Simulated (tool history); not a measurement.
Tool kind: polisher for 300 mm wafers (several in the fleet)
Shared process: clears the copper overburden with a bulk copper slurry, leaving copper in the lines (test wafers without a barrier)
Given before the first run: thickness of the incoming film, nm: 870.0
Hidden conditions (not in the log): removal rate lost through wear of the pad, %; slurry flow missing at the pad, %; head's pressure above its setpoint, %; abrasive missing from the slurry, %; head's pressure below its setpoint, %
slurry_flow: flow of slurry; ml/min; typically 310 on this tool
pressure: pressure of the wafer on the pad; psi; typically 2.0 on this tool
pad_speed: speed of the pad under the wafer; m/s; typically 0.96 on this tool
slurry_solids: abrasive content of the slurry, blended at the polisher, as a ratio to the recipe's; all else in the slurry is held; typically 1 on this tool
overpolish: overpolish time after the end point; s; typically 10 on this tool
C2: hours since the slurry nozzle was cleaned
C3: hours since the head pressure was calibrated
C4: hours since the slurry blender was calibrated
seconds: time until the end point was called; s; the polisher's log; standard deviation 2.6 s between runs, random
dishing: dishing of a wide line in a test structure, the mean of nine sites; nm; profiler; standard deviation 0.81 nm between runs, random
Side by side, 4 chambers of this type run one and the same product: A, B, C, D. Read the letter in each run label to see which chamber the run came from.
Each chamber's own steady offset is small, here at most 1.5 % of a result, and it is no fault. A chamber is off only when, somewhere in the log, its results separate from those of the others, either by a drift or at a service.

{"run": "1C", "hour": 5.9, "slurry_flow": 310, "pressure": 2.0, "pad_speed": 0.96, "slurry_solids": 1, "overpolish": 10, "wafers polished on this pad": 1046, "C2": 755.4, "C3": 15.1, "C4": 157.9, "seconds": 158.03, "dishing": 36.138}
{"hour": 8.3, "done": "chamber C: worn pad replaced by a new one"}
{"run": "2A", "hour": 11.9, "slurry_flow": 310, "pressure": 2.0, "pad_speed": 0.96, "slurry_solids": 1, "overpolish": 10, "wafers polished on this pad": 192, "C2": 93.9, "C3": 38.2, "C4": 317.0, "seconds": 161.38, "dishing": 37.013}
{"run": "3D", "hour": 17.3, "slurry_flow": 310, "pressure": 2.0, "pad_speed": 0.96, "slurry_solids": 1, "overpolish": 10, "wafers polished on this pad": 1000, "C2": 344.0, "C3": 106.7, "C4": 27.0, "seconds": 159.92, "dishing": 37.548}
{"hour": 21.2, "done": "chamber D: worn pad replaced by a new one"}
{"run": "4B", "hour": 22.0, "slurry_flow": 310, "pressure": 2.0, "pad_speed": 0.96, "slurry_solids": 1, "overpolish": 10, "wafers polished on this pad": 308, "C2": 523.2, "C3": 245.6, "C4": 109.6, "seconds": 158.34, "dishing": 36.169}
{"hour": 28.3, "done": "chamber A: slurry blender recalibrated"}
{"run": "5D", "hour": 29.3, "slurry_flow": 310, "pressure": 2.0, "pad_speed": 0.96, "slurry_solids": 1, "overpolish": 10, "wafers polished on this pad": 59, "C2": 356.0, "C3": 118.7, "C4": 39.0, "seconds": 161.81, "dishing": 36.906}
{"hour": 31.0, "done": "chamber B: slurry blender recalibrated"}
{"hour": 34.8, "done": "chamber C: slurry nozzle cleaned"}
{"run": "6C", "hour": 36.9, "slurry_flow": 310, "pressure": 2.0, "pad_speed": 0.96, "slurry_solids": 1, "overpolish": 10, "wafers polished on this pad": 209, "C2": 2.2, "C3": 46.1, "C4": 188.9, "seconds": 162.92, "dishing": 36.159}
{"run": "7B", "hour": 44.4, "slurry_flow": 310, "pressure": 2.0, "pad_speed": 0.96, "slurry_solids": 1, "overpolish": 10, "wafers polished on this pad": 472, "C2": 545.6, "C3": 268.0, "C4": 13.5, "seconds": 160.28, "dishing": 34.971}
{"run": "8A", "hour": 50.1, "slurry_flow": 310, "pressure": 2.0, "pad_speed": 0.96, "slurry_solids": 1, "overpolish": 10, "wafers polished on this pad": 471, "C2": 132.1, "C3": 76.4, "C4": 21.9, "seconds": 161.87, "dishing": 37.049}
{"run": "9C", "hour": 56.7, "slurry_flow": 310, "pressure": 2.0, "pad_speed": 0.96, "slurry_solids": 1, "overpolish": 10, "wafers polished on this pad": 353, "C2": 22.0, "C3": 65.9, "C4": 208.7, "seconds": 160.41, "dishing": 36.825}
{"run": "10B", "hour": 64.3, "slurry_flow": 310, "pressure": 2.0, "pad_speed": 1.28, "slurry_solids": 1, "overpolish": 4, "wafers polished on this pad": 617, "C2": 565.5, "C3": 287.9, "C4": 33.4, "seconds": 118.11, "dishing": 21.387}
{"hour": 66.8, "done": "chamber C: slurry blender recalibrated"}
{"run": "11A", "hour": 69.0, "slurry_flow": 310, "pressure": 2.0, "pad_speed": 1.28, "slurry_solids": 1, "overpolish": 4, "wafers polished on this pad": 608, "C2": 151.0, "C3": 95.3, "C4": 40.8, "seconds": 121.34, "dishing": 20.293}
{"run": "12D", "hour": 73.5, "slurry_flow": 310, "pressure": 2.0, "pad_speed": 1.28, "slurry_solids": 1, "overpolish": 4, "wafers polished on this pad": 381, "C2": 400.2, "C3": 162.9, "C4": 83.2, "seconds": 120.68, "dishing": 20.244}
{"run": "13D", "hour": 77.3, "slurry_flow": 310, "pressure": 2.0, "pad_speed": 1.28, "slurry_solids": 1, "overpolish": 4, "wafers polished on this pad": 409, "C2": 404.0, "C3": 166.7, "C4": 87.0, "seconds": 123.93, "dishing": 20.873}
{"run": "14A", "hour": 81.8, "slurry_flow": 310, "pressure": 2.0, "pad_speed": 0.96, "slurry_solids": 1, "overpolish": 10, "wafers polished on this pad": 702, "C2": 163.8, "C3": 108.1, "C4": 53.6, "seconds": 160.34, "dishing": 37.041}
{"hour": 86.2, "done": "chamber A: worn pad replaced by a new one"}
{"run": "15B", "hour": 88.7, "slurry_flow": 310, "pressure": 2.0, "pad_speed": 0.96, "slurry_solids": 1, "overpolish": 13, "wafers polished on this pad": 795, "C2": 589.9, "C3": 312.3, "C4": 57.8, "seconds": 159.31, "dishing": 45.027}
{"run": "16C", "hour": 96.1, "slurry_flow": 310, "pressure": 2.0, "pad_speed": 0.96, "slurry_solids": 1, "overpolish": 13, "wafers polished on this pad": 640, "C2": 61.4, "C3": 105.3, "C4": 29.3, "seconds": 161.21, "dishing": 44.721}
{"run": "17B", "hour": 103.2, "slurry_flow": 310, "pressure": 2.0, "pad_speed": 0.96, "slurry_solids": 1, "overpolish": 13, "wafers polished on this pad": 900, "C2": 604.4, "C3": 326.8, "C4": 72.3, "seconds": 162.07, "dishing": 43.598}
{"run": "18C", "hour": 110.6, "slurry_flow": 310, "pressure": 2.0, "pad_speed": 0.96, "slurry_solids": 1, "overpolish": 13, "wafers polished on this pad": 746, "C2": 75.9, "C3": 119.8, "C4": 43.8, "seconds": 158.64, "dishing": 43.686}
{"run": "19D", "hour": 118.4, "slurry_flow": 310, "pressure": 2.0, "pad_speed": 0.96, "slurry_solids": 1, "overpolish": 10, "wafers polished on this pad": 709, "C2": 445.1, "C3": 207.8, "C4": 128.1, "seconds": 164.38, "dishing": 34.016}
{"run": "20A", "hour": 123.6, "slurry_flow": 310, "pressure": 2.0, "pad_speed": 0.96, "slurry_solids": 1, "overpolish": 10, "wafers polished on this pad": 273, "C2": 205.6, "C3": 149.9, "C4": 95.4, "seconds": 160.67, "dishing": 35.084}
{"run": "21B", "hour": 127.7, "slurry_flow": 310, "pressure": 2.0, "pad_speed": 0.96, "slurry_solids": 1, "overpolish": 10, "wafers polished on this pad": 1079, "C2": 628.9, "C3": 351.3, "C4": 96.8, "seconds": 164.53, "dishing": 36.286}
{"run": "22A", "hour": 131.6, "slurry_flow": 365, "pressure": 2.6, "pad_speed": 0.96, "slurry_solids": 1, "overpolish": 10, "wafers polished on this pad": 331, "C2": 213.6, "C3": 157.9, "C4": 103.4, "seconds": 122.87, "dishing": 45.05}
{"run": "23D", "hour": 137.8, "slurry_flow": 365, "pressure": 2.6, "pad_speed": 0.96, "slurry_solids": 1, "overpolish": 10, "wafers polished on this pad": 850, "C2": 464.5, "C3": 227.2, "C4": 147.5, "seconds": 122.26, "dishing": 44.79}
{"hour": 141.9, "done": "chamber B: slurry blender recalibrated"}
{"run": "24C", "hour": 143.7, "slurry_flow": 365, "pressure": 2.6, "pad_speed": 0.96, "slurry_solids": 1, "overpolish": 10, "wafers polished on this pad": 987, "C2": 109.0, "C3": 152.9, "C4": 76.9, "seconds": 120.42, "dishing": 45.781}
{"hour": 146.8, "done": "chamber C: worn pad replaced by a new one"}
{"run": "25A", "hour": 149.6, "slurry_flow": 365, "pressure": 2.6, "pad_speed": 0.96, "slurry_solids": 1, "overpolish": 10, "wafers polished on this pad": 462, "C2": 231.6, "C3": 175.9, "C4": 121.4, "seconds": 123.58, "dishing": 45.636}
{"run": "26C", "hour": 156.5, "slurry_flow": 220, "pressure": 2.0, "pad_speed": 0.82, "slurry_solids": 1, "overpolish": 10, "wafers polished on this pad": 71, "C2": 121.8, "C3": 165.7, "C4": 89.7, "seconds": 196.04, "dishing": 31.861}
{"hour": 160.1, "done": "chamber D: slurry blender recalibrated"}
{"run": "27D", "hour": 161.0, "slurry_flow": 220, "pressure": 2.0, "pad_speed": 0.82, "slurry_solids": 1, "overpolish": 10, "wafers polished on this pad": 1019, "C2": 487.7, "C3": 250.4, "C4": 0.9, "seconds": 193.63, "dishing": 30.299}
{"run": "28B", "hour": 167.1, "slurry_flow": 220, "pressure": 2.0, "pad_speed": 0.82, "slurry_solids": 1, "overpolish": 10, "wafers polished on this pad": 1366, "C2": 668.3, "C3": 390.7, "C4": 25.2, "seconds": 192.52, "dishing": 30.76}
{"hour": 168.0, "done": "chamber A: worn pad replaced by a new one"}
{"run": "29B", "hour": 172.4, "slurry_flow": 220, "pressure": 2.0, "pad_speed": 0.82, "slurry_solids": 1, "overpolish": 10, "wafers polished on this pad": 1405, "C2": 673.6, "C3": 396.0, "C4": 30.5, "seconds": 194.74, "dishing": 31.63}
{"hour": 176.4, "done": "chamber D: worn pad replaced by a new one"}
{"run": "30A", "hour": 179.4, "slurry_flow": 310, "pressure": 1.6, "pad_speed": 0.96, "slurry_solids": 1, "overpolish": 10, "wafers polished on this pad": 83, "C2": 261.4, "C3": 205.7, "C4": 151.2, "seconds": 203.83, "dishing": 29.576}
{"hour": 182.3, "done": "chamber B: worn pad replaced by a new one"}
{"run": "31C", "hour": 186.0, "slurry_flow": 310, "pressure": 1.6, "pad_speed": 0.96, "slurry_solids": 1, "overpolish": 10, "wafers polished on this pad": 286, "C2": 151.3, "C3": 195.2, "C4": 119.2, "seconds": 199.56, "dishing": 30.472}
{"run": "32D", "hour": 191.4, "slurry_flow": 310, "pressure": 1.6, "pad_speed": 0.96, "slurry_solids": 1, "overpolish": 10, "wafers polished on this pad": 109, "C2": 518.1, "C3": 280.8, "C4": 31.3, "seconds": 192.98, "dishing": 28.967}
{"run": "33C", "hour": 197.8, "slurry_flow": 310, "pressure": 1.6, "pad_speed": 0.96, "slurry_solids": 1, "overpolish": 10, "wafers polished on this pad": 372, "C2": 163.1, "C3": 207.0, "C4": 131.0, "seconds": 204.68, "dishing": 30.954}
{"run": "34B", "hour": 204.5, "slurry_flow": 310, "pressure": 2.0, "pad_speed": 0.96, "slurry_solids": 1, "overpolish": 10, "wafers polished on this pad": 162, "C2": 705.7, "C3": 428.1, "C4": 62.6, "seconds": 163.0, "dishing": 37.073}
{"run": "35A", "hour": 211.1, "slurry_flow": 310, "pressure": 2.0, "pad_speed": 0.96, "slurry_solids": 1, "overpolish": 10, "wafers polished on this pad": 314, "C2": 293.1, "C3": 237.4, "C4": 182.9, "seconds": 164.79, "dishing": 34.452}
{"run": "36D", "hour": 217.2, "slurry_flow": 310, "pressure": 2.0, "pad_speed": 0.96, "slurry_solids": 1, "overpolish": 10, "wafers polished on this pad": 297, "C2": 543.9, "C3": 306.6, "C4": 57.1, "seconds": 162.3, "dishing": 36.049}
{"run": "37B", "hour": 221.9, "slurry_flow": 310, "pressure": 2.0, "pad_speed": 0.96, "slurry_solids": 1, "overpolish": 10, "wafers polished on this pad": 289, "C2": 723.1, "C3": 445.5, "C4": 80.0, "seconds": 164.69, "dishing": 36.752}
{"run": "38C", "hour": 226.9, "slurry_flow": 310, "pressure": 2.0, "pad_speed": 0.96, "slurry_solids": 1, "overpolish": 10, "wafers polished on this pad": 584, "C2": 192.2, "C3": 236.1, "C4": 160.1, "seconds": 161.38, "dishing": 34.556}
{"run": "39A", "hour": 230.5, "slurry_flow": 310, "pressure": 2.0, "pad_speed": 0.96, "slurry_solids": 1, "overpolish": 10, "wafers polished on this pad": 456, "C2": 312.5, "C3": 256.8, "C4": 202.3, "seconds": 160.51, "dishing": 36.559}
{"run": "40D", "hour": 238.2, "slurry_flow": 310, "pressure": 2.0, "pad_speed": 0.96, "slurry_solids": 1, "overpolish": 10, "wafers polished on this pad": 451, "C2": 564.9, "C3": 327.6, "C4": 78.1, "seconds": 162.7, "dishing": 36.148}
{"hour": 241.8, "done": "chamber B: slurry blender recalibrated"}
{"run": "41C", "hour": 244.9, "slurry_flow": 375, "pressure": 2.0, "pad_speed": 0.96, "slurry_solids": 1, "overpolish": 10, "wafers polished on this pad": 715, "C2": 210.2, "C3": 254.1, "C4": 178.1, "seconds": 163.04, "dishing": 36.898}
{"run": "42A", "hour": 248.3, "slurry_flow": 375, "pressure": 2.0, "pad_speed": 0.96, "slurry_solids": 1, "overpolish": 10, "wafers polished on this pad": 586, "C2": 330.3, "C3": 274.6, "C4": 220.1, "seconds": 157.98, "dishing": 35.477}
{"run": "43B", "hour": 252.3, "slurry_flow": 375, "pressure": 2.0, "pad_speed": 0.96, "slurry_solids": 1, "overpolish": 10, "wafers polished on this pad": 510, "C2": 753.5, "C3": 475.9, "C4": 10.6, "seconds": 162.48, "dishing": 36.041}
{"run": "44D", "hour": 259.7, "slurry_flow": 375, "pressure": 2.0, "pad_speed": 0.96, "slurry_solids": 1, "overpolish": 10, "wafers polished on this pad": 607, "C2": 586.4, "C3": 349.1, "C4": 99.6, "seconds": 161.72, "dishing": 35.469}

Predict what each chamber gives when all 4 of them run the settings below next.
{"run": "45A", "hour": 265.3, "slurry_flow": 310, "pressure": 2.0, "pad_speed": 0.96, "slurry_solids": 1, "overpolish": 10, "seconds": "?", "dishing": "?"}
{"run": "45B", "hour": 265.3, "slurry_flow": 310, "pressure": 2.0, "pad_speed": 0.96, "slurry_solids": 1, "overpolish": 10, "seconds": "?", "dishing": "?"}
{"run": "45C", "hour": 265.3, "slurry_flow": 310, "pressure": 2.0, "pad_speed": 0.96, "slurry_solids": 1, "overpolish": 10, "seconds": "?", "dishing": "?"}
{"run": "45D", "hour": 265.3, "slurry_flow": 310, "pressure": 2.0, "pad_speed": 0.96, "slurry_solids": 1, "overpolish": 10, "seconds": "?", "dishing": "?"}

run=45A seconds=159.72 dishing=35.286
run=45B seconds=162.38 dishing=36.309
run=45C seconds=161.20 dishing=37.292
run=45D seconds=164.72 dishing=36.597

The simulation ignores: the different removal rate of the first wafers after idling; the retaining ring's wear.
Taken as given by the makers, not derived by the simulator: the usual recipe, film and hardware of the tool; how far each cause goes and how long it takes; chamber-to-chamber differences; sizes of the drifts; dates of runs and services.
